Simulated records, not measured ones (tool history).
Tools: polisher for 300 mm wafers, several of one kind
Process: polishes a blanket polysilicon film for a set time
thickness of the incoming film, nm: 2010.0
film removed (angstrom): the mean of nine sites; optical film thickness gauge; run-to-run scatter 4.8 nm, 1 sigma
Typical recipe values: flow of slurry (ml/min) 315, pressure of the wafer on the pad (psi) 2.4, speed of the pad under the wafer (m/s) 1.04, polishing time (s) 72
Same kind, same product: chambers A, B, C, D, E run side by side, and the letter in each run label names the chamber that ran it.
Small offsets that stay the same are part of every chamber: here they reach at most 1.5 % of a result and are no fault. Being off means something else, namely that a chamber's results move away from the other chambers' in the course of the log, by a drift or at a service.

run   hour  flow of slurry (ml/min)  pressure of the wafer on the pad (psi)  speed of the pad under the wafer (m/s)  polishing time (s)  wafers polished on this pad  hours since the slurry nozzle was cleaned  hours since the head pressure was calibrated  film removed (angstrom)
 1C    4.4                      315                                     2.4                                    1.04                  72                          415                                      500.6                                         114.4                   4739.5
 2E    7.7                      315                                     2.4                                    1.04                  72                          473                                      269.3                                         550.5                   4840.8
 3D   11.6                      315                                     2.4                                    1.04                  72                          238                                      365.3                                         105.0                   4691.0
 4A   16.5                      315                                     2.4                                    1.04                  72                          404                                      182.6                                         184.7                   4667.5
 5B   20.0                      315                                     2.4                                    1.04                  72                          959                                      391.0                                         129.1                   4757.4
 6C   24.3                      315                                     2.4                                    1.04                  72                          537                                      520.5                                         134.3                   4720.6
 7A   29.3                      315                                     2.4                                    1.04                  72                          482                                      195.4                                         197.5                   4636.9
 8D   33.1                      315                                     2.4                                    1.04                  72                          370                                      386.8                                         126.5                   4595.3
      36.5  -- chamber E: worn pad replaced by a new one
 9B   36.9                      315                                     2.0                                    1.28                  72                         1062                                      407.9                                         146.0                   4774.2
10E   39.6                      315                                     2.0                                    1.28                  72                           19                                      301.2                                         582.4                   4850.7
11C   42.8                      315                                     2.0                                    1.28                  72                          651                                      539.0                                         152.8                   4774.2
12A   46.1                      315                                     2.0                                    1.28                  72                          585                                      212.2                                         214.3                   4644.7
      48.0  -- chamber B: worn pad replaced by a new one
13B   51.0                      315                                     2.0                                    1.28                  72                           18                                      422.0                                         160.1                   4868.2
14E   54.3                      315                                     2.4                                    1.04                  72                          109                                      315.9                                         597.1                   4653.2
15D   57.1                      315                                     2.4                                    1.04                  72                          517                                      410.8                                         150.5                   4579.1
16B   60.8                      315                                     2.4                                    1.04                  72                           79                                      431.8                                         169.9                   4676.0
17A   64.8                      315                                     2.4                                    1.04                  72                          700                                      230.9                                         233.0                   4656.2
18C   69.7                      315                                     2.7                                    1.04                  91                          816                                      565.9                                         179.7                   6689.9
      73.3  -- chamber C: worn pad replaced by a new one
19D   75.0                      315                                     2.7                                    1.04                  91                          627                                      428.7                                         168.4                   6697.3
20E   78.5                      315                                     2.7                                    1.04                  91                          258                                      340.1                                         621.3                   6721.7
21B   83.0                      315                                     2.7                                    1.04                  91                          215                                      454.0                                         192.1                   6630.9
22C   86.5                      315                                     2.7                                    1.04                  91                           81                                      582.7                                         196.5                   6784.8
23E   89.9                      315                                     2.4                                    1.04                  72                          328                                      351.5                                         632.7                   4815.5
24A   95.4                      315                                     2.4                                    1.04                  72                          888                                      261.5                                         263.6                   4668.9
25D  100.3                      315                                     2.4                                    1.04                  72                          782                                      454.0                                         193.7                   4554.5
26C  105.5                      315                                     2.4                                    1.04                  72                          197                                      601.7                                         215.5                   4794.4
27D  109.7                      370                                     2.4                                    0.88                  72                          840                                      463.4                                         203.1                   4000.7
     110.3  -- chamber B: slurry nozzle cleaned
28E  113.8                      370                                     2.4                                    0.88                  72                          474                                      375.4                                         656.6                   4094.1
     115.2  -- chamber C: slurry nozzle cleaned
29B  118.7                      370                                     2.4                                    0.88                  72                          434                                        8.5                                         227.8                   4058.3
30A  121.2                      370                                     2.4                                    0.88                  72                         1046                                      287.3                                         289.4                   3946.8
31B  125.3                      370                                     2.4                                    0.88                  72                          474                                       15.1                                         234.4                   4072.3
32E  128.9                      315                                     2.4                                    1.04                  72                          567                                      390.5                                         671.7                   4661.6
33D  131.8                      315                                     2.4                                    1.04                  72                          975                                      485.5                                         225.2                   4748.6
34C  134.3                      315                                     2.4                                    1.24                  72                          374                                       19.1                                         244.3                   5883.5
35A  137.1                      315                                     2.4                                    1.24                  72                         1144                                      303.2                                         305.3                   5520.4
     139.5  -- chamber D: worn pad replaced by a new one
36C  142.0                      315                                     2.4                                    1.24                  72                          421                                       26.8                                         252.0                   5923.8
37A  147.3                      315                                     2.4                                    1.24                  72                         1206                                      313.4                                         315.5                   5465.3
     150.3  -- chamber E: worn pad replaced by a new one
38B  150.3                      315                                     2.4                                    1.24                  72                          628                                       40.1                                         259.4                   5592.7
     153.5  -- chamber D: slurry nozzle cleaned
39E  155.7                      315                                     2.4                                    1.04                  72                           33                                      417.3                                         698.5                   4708.8
40D  159.8                      315                                     2.4                                    1.04                  72                          125                                        6.3                                         253.2                   4649.6
41D  165.1                      315                                     2.4                                    1.04                  72                          157                                       11.6                                         258.5                   4693.0
42B  168.7                      315                                     2.4                                    1.04                  95                          741                                       58.5                                         277.8                   6322.9
43C  173.1                      315                                     2.4                                    1.04                  95                          612                                       57.9                                         283.1                   6662.3

All chambers now run identical settings, listed one chamber a line with results as question marks. What results will each chamber show?
44A  177.1                      315                                     2.4                                    1.04                  95                                                                                                                                              ?
44B  177.1                      315                                     2.4                                    1.04                  95                                                                                                                                              ?
44C  177.1                      315                                     2.4                                    1.04                  95                                                                                                                                              ?
44D  177.1                      315                                     2.4                                    1.04                  95                                                                                                                                              ?
44E  177.1                      315                                     2.4                                    1.04                  95                                                                                                                                              ?

run  film removed (angstrom)
44A                   5982.0
44B                   6207.2
44C                   6805.2
44D                   6266.7
44E                   6330.5
